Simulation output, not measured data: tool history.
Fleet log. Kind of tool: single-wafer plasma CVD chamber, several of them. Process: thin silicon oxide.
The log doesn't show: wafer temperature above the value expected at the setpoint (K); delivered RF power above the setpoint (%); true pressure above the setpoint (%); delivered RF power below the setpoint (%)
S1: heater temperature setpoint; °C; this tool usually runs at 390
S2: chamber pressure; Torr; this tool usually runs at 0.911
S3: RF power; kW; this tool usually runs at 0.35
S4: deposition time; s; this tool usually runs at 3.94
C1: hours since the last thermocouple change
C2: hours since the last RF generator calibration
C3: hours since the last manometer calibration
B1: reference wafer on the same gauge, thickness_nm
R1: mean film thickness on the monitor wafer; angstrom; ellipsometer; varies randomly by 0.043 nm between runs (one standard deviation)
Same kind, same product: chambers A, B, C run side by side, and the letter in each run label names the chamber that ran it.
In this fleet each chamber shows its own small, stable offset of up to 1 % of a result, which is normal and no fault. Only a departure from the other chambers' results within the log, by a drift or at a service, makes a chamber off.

run   hour   S1     S2     S3    S4      C1      C2      C3      B1      R1
 1A    6.6  390  0.911   0.35  3.94   988.3  1095.7   945.5  9.0058  85.824
 2C   14.4  390  0.911   0.35  3.94   640.1   311.6  1685.7  8.9882  86.557
 3B   21.7  390  0.911   0.35  3.94  1435.2   399.5   324.8  8.9925  86.104
 4B   28.1  390  0.911   0.35  3.94  1441.6   405.9   331.2  8.9858   87.49
 5C   33.8  390  0.911   0.35  3.94   659.5     331  1705.1  8.9871  86.601
 6A     44  390  0.911  0.325  3.94  1025.7  1133.1   982.9  8.9992  84.715
 7A     51  390  0.911  0.325  3.94  1032.7  1140.1   989.9  8.9872   83.95
 8C   59.4  390  0.911  0.325  3.94   685.1   356.6  1730.7  8.9917  83.878
 9B   68.2  390  0.911  0.285  4.51  1481.7     446   371.3  8.9952  91.769
10A   77.6  390  0.911  0.285  4.51  1059.3  1166.7  1016.5  8.9903  91.789
11B   86.2  390  0.911  0.285  4.51  1499.7     464   389.3  8.9996  90.814
12C   95.1  390  0.911   0.35  3.94   720.8   392.3  1766.4  8.9969  86.469
13A  101.7  390  0.911   0.35  3.94  1083.4  1190.8  1040.6  8.9776  87.136
14C  110.4  390  0.911   0.35  3.94   736.1   407.6  1781.7  8.9911  86.424
15B  120.8  390  0.911   0.35  3.94  1534.3   498.6   423.9   8.997  86.449
16A  129.3  390  0.911   0.35  3.94    1111  1218.4  1068.2  8.9951  86.396
17C  139.8  390  0.911   0.35  3.94   765.5     437  1811.1  8.9965  85.449
18B    145  382  0.911   0.35  4.68  1558.5   522.8   448.1  8.9902  103.62
19A  153.3  382  0.911   0.35  4.68    1135  1242.4  1092.2  8.9998  103.26
20C  158.9  382  0.911   0.35  4.68   784.6   456.1  1830.2  8.9917  102.76
21B  165.8  390  0.911   0.35  3.94  1579.3   543.6   468.9  8.9913  87.128
22C  173.6  390  0.911   0.35  3.94   799.3   470.8  1844.9  8.9927  86.167
23A    183  390  1.097  0.285  3.94  1164.7  1272.1  1121.9  8.9856  90.521
24B  188.9  390  1.097  0.285  3.94  1602.4   566.7     492   8.998  90.432
     192.2  -- chamber A: capacitance manometer re-zeroed and calibrated
25C  199.2  390  1.097  0.285  3.94   824.9   496.4  1870.5  8.9921    92.1
26A  207.9  390  0.911   0.35  3.94  1189.6    1297    15.8  8.9847  87.063
27B  217.4  390  0.911   0.35  3.94  1630.9   595.2   520.5  8.9921  86.009
28A  225.3  390  0.911   0.35  3.94    1207  1314.4    33.2  8.9963  86.216
29C  230.7  390  0.911   0.35  3.94   856.4   527.9    1902  8.9982  86.385
30B    236  390  0.911   0.35  3.94  1649.5   613.8   539.1  8.9856  87.096
31C  241.7  390  0.911   0.35  3.94   867.4   538.9    1913  8.9894  86.011
     247.9  -- chamber C: capacitance manometer re-zeroed and calibrated
32A  249.9  390  0.911   0.35  3.94  1231.6    1339    57.8  8.9886  86.834
33B  257.6  390  0.911   0.35  3.94  1671.1   635.4   560.7  8.9911  86.404
34C  263.3  390  0.911   0.35  3.94     889   560.5    15.5  8.9863  86.024
35A    272  390  1.003   0.31  3.94  1253.7  1361.1    79.9  9.0068  88.294
36B  280.5  390  1.003   0.31  3.94    1694   658.3   583.6  8.9906  88.403
37A  287.2  390  1.003   0.31  3.94  1268.9  1376.3    95.1  8.9923  89.002
38B  297.6  390  0.911   0.35  3.94  1711.1   675.4   600.7  8.9815  86.399
39C  302.7  390  0.911   0.35  3.94   928.4   599.9    54.9  8.9829  86.243
40C  313.2  390  0.911   0.35  3.64   938.9   610.4    65.4  8.9963  80.312
41A  320.5  390  0.911   0.35  3.64  1302.2  1409.6   128.4  8.9804  79.298
42B  329.1  390  0.911   0.35  3.64  1742.6   706.9   632.2   8.994  79.778
43A  338.9  390  0.911   0.35  3.94  1320.6    1428   146.8  8.9964  86.618
44C  347.2  390  0.911   0.35  3.94   972.9   644.4    99.4   8.997  86.458

The same settings go to every chamber for the next run, one line per chamber below. Forecast the results for each:
45A  354.7  390  0.911  0.35  3.52                   ?
45B  354.7  390  0.911  0.35  3.52                   ?
45C  354.7  390  0.911  0.35  3.52                   ?

run      R1
45A  77.073
45B  76.372
45C  77.437

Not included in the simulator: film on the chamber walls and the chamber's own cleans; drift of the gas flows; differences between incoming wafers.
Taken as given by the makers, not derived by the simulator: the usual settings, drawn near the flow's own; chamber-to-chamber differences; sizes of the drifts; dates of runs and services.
